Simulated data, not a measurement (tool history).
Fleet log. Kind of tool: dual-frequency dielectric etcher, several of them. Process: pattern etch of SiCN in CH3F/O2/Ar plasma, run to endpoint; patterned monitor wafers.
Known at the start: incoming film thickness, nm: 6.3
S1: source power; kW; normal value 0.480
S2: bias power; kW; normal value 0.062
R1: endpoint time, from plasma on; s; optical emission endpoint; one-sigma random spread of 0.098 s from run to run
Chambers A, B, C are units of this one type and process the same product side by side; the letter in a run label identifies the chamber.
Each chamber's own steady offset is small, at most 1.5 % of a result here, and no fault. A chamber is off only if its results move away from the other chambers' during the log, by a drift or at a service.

run,hour,S1,S2,R1
1B,2.7,0.480,0.062,16.676
2C,7.8,0.480,0.062,16.569
3A,10.4,0.480,0.062,16.583
4A,12.9,0.480,0.062,16.522
5B,17.4,0.590,0.055,15.991
6C,21.3,0.590,0.055,15.635
7B,25.8,0.590,0.055,15.782
8C,28.6,0.440,0.062,16.771
9A,33.1,0.440,0.062,16.993
# hour 34.0: chamber C: wet clean of the chamber
10A,36.8,0.440,0.062,17.145
11C,40.2,0.480,0.062,15.890
12B,45.5,0.480,0.054,17.323
13A,50.1,0.480,0.054,17.412
14C,55.5,0.480,0.054,16.478
15B,58.0,0.480,0.062,16.599
16B,63.0,0.480,0.062,16.617
17A,66.8,0.480,0.062,16.417
18C,71.8,0.480,0.062,15.808
19B,74.4,0.480,0.062,16.542
20C,77.5,0.480,0.062,15.766
21A,82.2,0.480,0.062,16.546
22C,85.7,0.480,0.067,15.483
23A,90.7,0.480,0.067,16.072
24B,95.8,0.480,0.067,16.156
25A,99.0,0.480,0.062,16.543
26B,101.7,0.480,0.062,16.758
27C,106.9,0.480,0.062,15.732

For the next run the whole fleet of 3 chambers uses the same settings. Give each chamber's results:
28A,110.9,0.480,0.062,?
28B,110.9,0.480,0.062,?
28C,110.9,0.480,0.062,?

run,R1
28A,16.529
28B,16.755
28C,15.753
